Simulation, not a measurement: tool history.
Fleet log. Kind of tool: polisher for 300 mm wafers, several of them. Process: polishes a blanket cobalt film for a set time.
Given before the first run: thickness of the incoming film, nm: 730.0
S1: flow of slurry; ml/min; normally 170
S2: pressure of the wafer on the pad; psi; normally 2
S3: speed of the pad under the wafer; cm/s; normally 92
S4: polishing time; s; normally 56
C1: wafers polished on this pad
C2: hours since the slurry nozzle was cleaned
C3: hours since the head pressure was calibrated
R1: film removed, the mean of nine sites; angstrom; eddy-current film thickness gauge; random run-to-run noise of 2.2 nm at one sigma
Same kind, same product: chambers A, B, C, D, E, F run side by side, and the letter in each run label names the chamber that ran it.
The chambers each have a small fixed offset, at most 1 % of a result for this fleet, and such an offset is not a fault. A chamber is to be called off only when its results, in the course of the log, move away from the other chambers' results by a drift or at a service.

{"day": 0.275, "done": "chamber D: worn pad replaced by a new one"}
{"run": "1E", "day": 0.467, "S1": 170, "S2": 2, "S3": 92, "S4": 56, "C1": 547, "C2": 66.7, "C3": 436.5, "R1": 2857.5}
{"day": 0.538, "done": "chamber E: worn pad replaced by a new one"}
{"run": "2F", "day": 0.962, "S1": 170, "S2": 2, "S3": 92, "S4": 56, "C1": 506, "C2": 139.2, "C3": 379.4, "R1": 2828.2}
{"run": "3A", "day": 1.521, "S1": 170, "S2": 2, "S3": 92, "S4": 56, "C1": 309, "C2": 213.5, "C3": 254.8, "R1": 2818.2}
{"day": 1.75, "done": "chamber B: worn pad replaced by a new one"}
{"run": "4D", "day": 1.821, "S1": 170, "S2": 2, "S3": 92, "S4": 56, "C1": 257, "C2": 386.4, "C3": 214.1, "R1": 2782.1}
{"day": 1.938, "done": "chamber D: slurry nozzle cleaned"}
{"day": 2.229, "done": "chamber C: worn pad replaced by a new one"}
{"run": "5C", "day": 2.362, "S1": 170, "S2": 2, "S3": 92, "S4": 56, "C1": 22, "C2": 170.3, "C3": 816.9, "R1": 2825.6}
{"run": "6B", "day": 2.675, "S1": 170, "S2": 2, "S3": 92, "S4": 56, "C1": 154, "C2": 227.4, "C3": 861.6, "R1": 2808}
{"run": "7C", "day": 3.146, "S1": 170, "S2": 2, "S3": 92, "S4": 56, "C1": 153, "C2": 189.1, "C3": 835.7, "R1": 2851.7}
{"run": "8E", "day": 3.417, "S1": 170, "S2": 2, "S3": 92, "S4": 56, "C1": 478, "C2": 137.5, "C3": 507.3, "R1": 2813.5}
{"day": 3.692, "done": "chamber B: slurry nozzle cleaned"}
{"day": 3.758, "done": "chamber A: worn pad replaced by a new one"}
{"run": "9D", "day": 3.892, "S1": 170, "S2": 2, "S3": 92, "S4": 56, "C1": 601, "C2": 47, "C3": 263.8, "R1": 2833.8}
{"day": 4.008, "done": "chamber E: worn pad replaced by a new one"}
{"day": 4.167, "done": "chamber F: worn pad replaced by a new one"}
{"run": "10F", "day": 4.429, "S1": 170, "S2": 2, "S3": 92, "S4": 56, "C1": 44, "C2": 222.4, "C3": 462.6, "R1": 2816.5}
{"run": "11A", "day": 4.992, "S1": 170, "S2": 2, "S3": 92, "S4": 56, "C1": 205, "C2": 296.8, "C3": 338.1, "R1": 2794.5}
{"run": "12B", "day": 5.271, "S1": 170, "S2": 2, "S3": 92, "S4": 56, "C1": 586, "C2": 37.9, "C3": 923.9, "R1": 2814.5}
{"run": "13F", "day": 5.608, "S1": 170, "S2": 2, "S3": 92, "S4": 56, "C1": 240, "C2": 250.7, "C3": 490.9, "R1": 2807.9}
{"day": 5.842, "done": "chamber B: head pressure recalibrated"}
{"day": 5.975, "done": "chamber B: worn pad replaced by a new one"}
{"run": "14C", "day": 6.108, "S1": 170, "S2": 2, "S3": 92, "S4": 56, "C1": 645, "C2": 260.2, "C3": 906.8, "R1": 2838.6}
{"run": "15A", "day": 6.571, "S1": 170, "S2": 2, "S3": 92, "S4": 56, "C1": 467, "C2": 334.7, "C3": 376, "R1": 2852.5}
{"day": 6.683, "done": "chamber F: slurry nozzle cleaned"}
{"run": "16E", "day": 6.842, "S1": 170, "S2": 2, "S3": 92, "S4": 56, "C1": 471, "C2": 219.7, "C3": 589.5, "R1": 2820}
{"day": 7.042, "done": "chamber A: worn pad replaced by a new one"}
{"day": 7.188, "done": "chamber D: worn pad replaced by a new one"}
{"run": "17D", "day": 7.312, "S1": 170, "S2": 2, "S3": 92, "S4": 56, "C1": 20, "C2": 129.1, "C3": 345.9, "R1": 2824.9}
{"day": 7.529, "done": "chamber E: worn pad replaced by a new one"}
{"run": "18B", "day": 7.583, "S1": 170, "S2": 2, "S3": 92, "S4": 56, "C1": 267, "C2": 93.4, "C3": 41.8, "R1": 2814.6}
{"day": 7.942, "done": "chamber C: worn pad replaced by a new one"}
{"run": "19B", "day": 8.0, "S1": 170, "S2": 2, "S3": 92, "S4": 56, "C1": 336, "C2": 103.4, "C3": 51.8, "R1": 2803.6}
{"run": "20C", "day": 8.396, "S1": 170, "S2": 2, "S3": 92, "S4": 56, "C1": 76, "C2": 315.1, "C3": 961.7, "R1": 2864.3}
{"day": 8.504, "done": "chamber F: head pressure recalibrated"}
{"run": "21E", "day": 8.954, "S1": 170, "S2": 2, "S3": 92, "S4": 56, "C1": 237, "C2": 270.4, "C3": 640.2, "R1": 2854.3}
{"day": 9.075, "done": "chamber F: worn pad replaced by a new one"}
{"run": "22D", "day": 9.558, "S1": 170, "S2": 2, "S3": 92, "S4": 56, "C1": 394, "C2": 183, "C3": 399.8, "R1": 2795.3}
{"run": "23A", "day": 9.971, "S1": 170, "S2": 2, "S3": 92, "S4": 56, "C1": 487, "C2": 416.3, "C3": 457.6, "R1": 2828.4}
{"day": 10.167, "done": "chamber E: slurry nozzle cleaned"}
{"run": "24F", "day": 10.262, "S1": 170, "S2": 1.8, "S3": 92, "S4": 56, "C1": 198, "C2": 85.9, "C3": 42.2, "R1": 2569.6}
{"day": 10.55, "done": "chamber A: slurry nozzle cleaned"}
{"run": "25B", "day": 10.575, "S1": 170, "S2": 1.8, "S3": 92, "S4": 56, "C1": 764, "C2": 165.2, "C3": 113.6, "R1": 2538.8}
{"day": 10.962, "done": "chamber A: worn pad replaced by a new one"}
{"run": "26E", "day": 10.962, "S1": 170, "S2": 1.8, "S3": 92, "S4": 56, "C1": 571, "C2": 19.2, "C3": 688.4, "R1": 2556.6}
{"day": 11.175, "done": "chamber C: slurry nozzle cleaned"}
{"run": "27C", "day": 11.358, "S1": 170, "S2": 1.8, "S3": 92, "S4": 56, "C1": 568, "C2": 4.5, "C3": 1032.8, "R1": 2552.3}
{"day": 11.496, "done": "chamber B: worn pad replaced by a new one"}
{"day": 11.85, "done": "chamber E: worn pad replaced by a new one"}
{"run": "28F", "day": 11.896, "S1": 170, "S2": 1.8, "S3": 92, "S4": 56, "C1": 469, "C2": 125.1, "C3": 81.4, "R1": 2580}
{"run": "29D", "day": 12.229, "S1": 170, "S2": 1.8, "S3": 92, "S4": 56, "C1": 838, "C2": 247.1, "C3": 463.9, "R1": 2541.7}
{"run": "30A", "day": 12.779, "S1": 170, "S2": 2, "S3": 92, "S4": 48, "C1": 302, "C2": 53.5, "C3": 525, "R1": 2424}
{"run": "31A", "day": 13.242, "S1": 170, "S2": 2, "S3": 92, "S4": 48, "C1": 379, "C2": 64.6, "C3": 536.1, "R1": 2436.9}
{"day": 13.375, "done": "chamber C: worn pad replaced by a new one"}
{"run": "32B", "day": 13.842, "S1": 170, "S2": 2, "S3": 92, "S4": 48, "C1": 390, "C2": 243.6, "C3": 192, "R1": 2402.8}
{"day": 14.171, "done": "chamber A: worn pad replaced by a new one"}
{"run": "33E", "day": 14.2, "S1": 170, "S2": 2, "S3": 92, "S4": 48, "C1": 391, "C2": 96.9, "C3": 766.1, "R1": 2389.8}
{"run": "34C", "day": 14.808, "S1": 170, "S2": 2, "S3": 92, "S4": 48, "C1": 238, "C2": 87.3, "C3": 1115.6, "R1": 2405.4}
{"day": 14.883, "done": "chamber B: slurry nozzle cleaned"}
{"day": 15.038, "done": "chamber F: worn pad replaced by a new one"}
{"run": "35F", "day": 15.333, "S1": 170, "S2": 2, "S3": 92, "S4": 48, "C1": 49, "C2": 207.6, "C3": 163.9, "R1": 2429.5}
{"day": 15.4, "done": "chamber D: worn pad replaced by a new one"}
{"day": 15.617, "done": "chamber E: worn pad replaced by a new one"}
{"run": "36D", "day": 15.875, "S1": 170, "S2": 2, "S3": 92, "S4": 56, "C1": 79, "C2": 334.6, "C3": 551.4, "R1": 2772.9}
{"day": 16.121, "done": "chamber F: slurry nozzle cleaned"}
{"day": 16.379, "done": "chamber B: worn pad replaced by a new one"}
{"run": "37C", "day": 16.479, "S1": 170, "S2": 1.7, "S3": 104, "S4": 56, "C1": 516, "C2": 127.4, "C3": 1155.7, "R1": 2761}
{"run": "38A", "day": 16.842, "S1": 170, "S2": 1.7, "S3": 104, "S4": 56, "C1": 444, "C2": 151, "C3": 622.5, "R1": 2718.4}
{"day": 17.138, "done": "chamber D: slurry nozzle cleaned"}
{"run": "39B", "day": 17.288, "S1": 170, "S2": 1.7, "S3": 104, "S4": 56, "C1": 151, "C2": 57.8, "C3": 274.7, "R1": 2712.5}
{"run": "40F", "day": 17.571, "S1": 170, "S2": 1.7, "S3": 104, "S4": 56, "C1": 421, "C2": 34.9, "C3": 217.6, "R1": 2732.2}
{"run": "41E", "day": 17.871, "S1": 170, "S2": 1.7, "S3": 104, "S4": 56, "C1": 374, "C2": 185, "C3": 854.2, "R1": 2698.5}
{"run": "42D", "day": 18.283, "S1": 170, "S2": 1.7, "S3": 104, "S4": 56, "C1": 480, "C2": 27.5, "C3": 609.2, "R1": 2683.8}
{"run": "43F", "day": 18.779, "S1": 170, "S2": 2, "S3": 92, "S4": 56, "C1": 622, "C2": 63.9, "C3": 246.6, "R1": 2824.4}

Is one chamber off against the others, does the gauge drift, or is nothing wrong? If a chamber is off, say which, and what the likeliest cause is.

Beyond each chamber's small constant offset nothing stands out, and the gauge stays steady.

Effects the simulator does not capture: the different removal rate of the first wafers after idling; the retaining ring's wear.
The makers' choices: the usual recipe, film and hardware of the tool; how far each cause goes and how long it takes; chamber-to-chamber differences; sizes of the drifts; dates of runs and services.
